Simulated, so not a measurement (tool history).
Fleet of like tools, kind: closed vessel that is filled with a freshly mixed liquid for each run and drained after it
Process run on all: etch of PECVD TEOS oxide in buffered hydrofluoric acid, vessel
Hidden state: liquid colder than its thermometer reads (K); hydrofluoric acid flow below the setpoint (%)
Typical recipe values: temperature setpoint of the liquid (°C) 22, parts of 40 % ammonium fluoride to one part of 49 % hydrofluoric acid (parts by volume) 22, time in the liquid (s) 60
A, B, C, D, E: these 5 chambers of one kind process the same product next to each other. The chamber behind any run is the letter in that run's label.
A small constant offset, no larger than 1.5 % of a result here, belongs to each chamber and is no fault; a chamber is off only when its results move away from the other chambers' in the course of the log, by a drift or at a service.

run   hour  temperature setpoint of the liquid (°C)  parts of 40 % ammonium fluoride to one part of 49 % hydrofluoric acid (parts by volume)  time in the liquid (s)  hours since the thermometer was replaced  hours since the hydrofluoric acid flow meter was replaced  read-back film thickness of the PECVD TEOS oxide reference wafer, read on the same gauge (nm)  thickness taken off the PECVD TEOS oxide on a monitor wafer (angstrom)
 1C    6.6                                       22                                                                                       22                      60                                     791.2                                                        281                                                                                         29.976                                                                  424.55
 2B   13.3                                       22                                                                                       22                      60                                     685.9                                                     1245.5                                                                                         30.021                                                                  419.37
 3A   24.1                                       22                                                                                       22                      60                                     710.7                                                      948.9                                                                                         29.979                                                                  419.95
 4D   38.2                                       22                                                                                       22                      60                                     231.9                                                     1392.2                                                                                         29.988                                                                  422.82
 5E     46                                       22                                                                                       22                      60                                     966.2                                                      427.6                                                                                         30.011                                                                  419.23
 6A   59.2                                       22                                                                                       22                      60                                     745.8                                                        984                                                                                         30.032                                                                  420.63
 7D   67.1                                       22                                                                                       19                      90                                     260.8                                                     1421.1                                                                                         30.035                                                                  700.23
 8E   74.4                                       22                                                                                       19                      90                                     994.6                                                        456                                                                                         30.006                                                                  708.52
 9C   86.3                                       22                                                                                       19                      90                                     870.9                                                      360.7                                                                                         29.987                                                                  719.85
10B   95.5                                       22                                                                                       19                      90                                     768.1                                                     1327.7                                                                                         29.984                                                                   697.8
11C    109                                       22                                                                                       19                      90                                     893.6                                                      383.4                                                                                         29.997                                                                  718.61
     112.2  -- chamber E: thermometer replaced
12B  122.1                                       22                                                                                       22                      60                                     794.7                                                     1354.3                                                                                         29.988                                                                  411.45
13A  132.6                                       22                                                                                       22                      60                                     819.2                                                     1057.4                                                                                         29.997                                                                  420.26
14D    141                                       22                                                                                       22                      60                                     334.7                                                       1495                                                                                         30.028                                                                  418.26
15E  147.8                                       22                                                                                       22                      60                                      35.6                                                      529.4                                                                                         29.965                                                                   419.2
16E  155.9                                       22                                                                                       22                      60                                      43.7                                                      537.5                                                                                         30.042                                                                  422.94
17C  163.8                                       22                                                                                       22                      60                                     948.4                                                      438.2                                                                                          30.04                                                                  419.48
18A  176.9                                       22                                                                                       22                      60                                     863.5                                                     1101.7                                                                                         29.974                                                                  415.92
19D  189.8                                       22                                                                                       22                      50                                     383.5                                                     1543.8                                                                                         29.992                                                                  346.38
20B  196.6                                       22                                                                                       22                      50                                     869.2                                                     1428.8                                                                                         29.965                                                                  347.37
21C  207.7                                       22                                                                                       22                      50                                     992.3                                                      482.1                                                                                         29.998                                                                  351.48
22D    217                                       22                                                                                       22                      50                                     410.7                                                       1571                                                                                         30.018                                                                  350.25
23A  229.2                                       22                                                                                       22                      50                                     915.8                                                       1154                                                                                         30.022                                                                  350.41
24B  239.8                                       22                                                                                       22                      60                                     912.4                                                       1472                                                                                         30.004                                                                  413.26
25E  253.5                                       22                                                                                       22                      60                                     141.3                                                      635.1                                                                                         29.962                                                                  412.98
26C  268.1                                       22                                                                                       22                      60                                    1052.7                                                      542.5                                                                                         29.968                                                                  415.95
27B  276.9                                       22                                                                                       22                      60                                     949.5                                                     1509.1                                                                                         30.029                                                                  415.73
28D  284.7                                       22                                                                                       26                      60                                     478.4                                                     1638.7                                                                                         30.032                                                                  372.81
29E  298.3                                       22                                                                                       26                      60                                     186.1                                                      679.9                                                                                         30.029                                                                  365.67
30A  306.6                                       22                                                                                       26                      60                                     993.2                                                     1231.4                                                                                          29.98                                                                  374.53
     310.4  -- chamber C: thermometer replaced
31E  315.1                                       22                                                                                       26                      60                                     202.9                                                      696.7                                                                                         30.055                                                                  359.61
32A  325.8                                       22                                                                                       26                      60                                    1012.4                                                     1250.6                                                                                          30.01                                                                  374.25
33B  333.5                                       22                                                                                       22                      60                                    1006.1                                                     1565.7                                                                                         30.012                                                                  414.88
34D  341.2                                       22                                                                                       22                      60                                     534.9                                                     1695.2                                                                                         30.031                                                                  418.83
35C  354.6                                       22                                                                                       22                      60                                      44.2                                                        629                                                                                         29.972                                                                  421.12
36B  365.3                                       22                                                                                       22                      60                                    1037.9                                                     1597.5                                                                                          30.01                                                                  413.27
37D  373.9                                       22                                                                                       22                      60                                     567.6                                                     1727.9                                                                                          29.99                                                                  420.46
38C  388.2                                       22                                                                                       22                      60                                      77.8                                                      662.6                                                                                         30.037                                                                  422.02
39E  395.8                                       22                                                                                       22                      60                                     283.6                                                      777.4                                                                                          30.04                                                                  401.09
40A  403.9                                       22                                                                                       22                      60                                    1090.5                                                     1328.7                                                                                         30.009                                                                  416.06

Next, every chamber runs the same settings. What will each give?
41A  414.4                                       22                                                                                       22                      45                                                                                                                                                                                                                                                                           ?
41B  414.4                                       22                                                                                       22                      45                                                                                                                                                                                                                                                                           ?
41C  414.4                                       22                                                                                       22                      45                                                                                                                                                                                                                                                                           ?
41D  414.4                                       22                                                                                       22                      45                                                                                                                                                                                                                                                                           ?
41E  414.4                                       22                                                                                       22                      45                                                                                                                                                                                                                                                                           ?

run  thickness taken off the PECVD TEOS oxide on a monitor wafer (angstrom)
41A                                                                  314.85
41B                                                                  311.47
41C                                                                  317.12
41D                                                                  313.92
41E                                                                  296.52

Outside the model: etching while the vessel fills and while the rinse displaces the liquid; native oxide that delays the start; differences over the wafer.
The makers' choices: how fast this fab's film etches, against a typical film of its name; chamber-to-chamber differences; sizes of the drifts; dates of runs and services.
